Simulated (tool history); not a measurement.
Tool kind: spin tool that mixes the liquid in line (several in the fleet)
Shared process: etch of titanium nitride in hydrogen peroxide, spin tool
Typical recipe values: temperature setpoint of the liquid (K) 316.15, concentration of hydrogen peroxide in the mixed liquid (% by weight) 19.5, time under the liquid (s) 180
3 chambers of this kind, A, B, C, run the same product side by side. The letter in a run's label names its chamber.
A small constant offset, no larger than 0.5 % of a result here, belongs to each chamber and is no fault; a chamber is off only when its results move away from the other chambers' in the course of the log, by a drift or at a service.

run,hour,temperature setpoint of the liquid (K),concentration of hydrogen peroxide in the mixed liquid (% by weight),time under the liquid (s),"read-back film thickness of the titanium nitride reference wafer, read on the same gauge (nm)",thickness taken off the titanium nitride on a monitor wafer (nm)
1C,8.9,316.15,19.5,180,69.969,8.8274
2B,16.4,316.15,19.5,180,70.016,8.8556
3A,25.6,316.15,19.5,180,69.996,8.8532
4A,30.9,316.15,19.5,180,70.046,8.7832
5B,36.9,316.15,19.5,180,70.004,8.7951
6C,43.9,316.15,19.5,180,70.002,8.8340
7C,54.3,316.15,19.5,180,70.007,8.8055
8B,61.7,316.15,19.5,180,69.991,8.7228
9A,68.9,316.15,19.5,180,69.974,8.8599
10C,75.4,316.15,19.5,180,70.000,8.8257
11A,83.8,316.15,22.0,180,70.020,9.1811
12B,91.4,316.15,22.0,180,70.014,8.9968
13A,96.5,316.15,22.0,180,70.011,9.0800
14C,106.6,316.15,19.5,180,69.995,8.7697
15B,116.6,316.15,19.5,180,69.996,8.8026
16C,122.6,316.15,19.5,180,70.006,8.7958
17B,131.7,316.15,19.5,180,70.015,8.8058
# hour 132.4: chamber C: thermometer replaced
# hour 134.5: chamber C: peroxide flow meter replaced
18A,138.3,316.15,19.5,180,69.998,8.7985
# hour 145.2: chamber C: new drum of peroxide connected
19B,146.2,316.15,19.5,120,70.020,5.8335
20A,156.3,316.15,19.5,120,70.047,5.9648
21C,163.8,316.15,19.5,120,70.025,5.7197
22C,172.5,316.15,19.5,180,69.995,8.5379
23B,178.4,325.65,21.5,180,69.982,17.7610
24A,189.2,325.65,21.5,180,69.995,17.8360
25B,198.2,325.65,21.5,180,69.968,17.8070
26C,206.3,316.15,19.5,180,69.999,8.5022
27A,215.1,316.15,19.5,180,70.026,8.8919
28B,222.8,316.15,19.5,180,69.980,8.8606
29A,230.5,322.65,19.5,180,69.974,14.3140
30C,236.6,322.65,19.5,180,70.019,13.7040
31B,246.2,322.65,19.5,180,69.967,14.0960
32A,255.0,316.15,19.5,180,70.051,8.8118
33C,265.7,316.15,19.5,180,70.015,8.3855
34B,273.8,316.15,19.5,180,69.992,8.8893
35C,279.7,316.15,19.5,180,70.042,8.2303

Next, every chamber runs the same settings. What will each give?
36A,287.6,316.15,19.5,135,,?
36B,287.6,316.15,19.5,135,,?
36C,287.6,316.15,19.5,135,,?

run,thickness taken off the titanium nitride on a monitor wafer (nm)
36A,6.6070
36B,6.5516
36C,6.2134

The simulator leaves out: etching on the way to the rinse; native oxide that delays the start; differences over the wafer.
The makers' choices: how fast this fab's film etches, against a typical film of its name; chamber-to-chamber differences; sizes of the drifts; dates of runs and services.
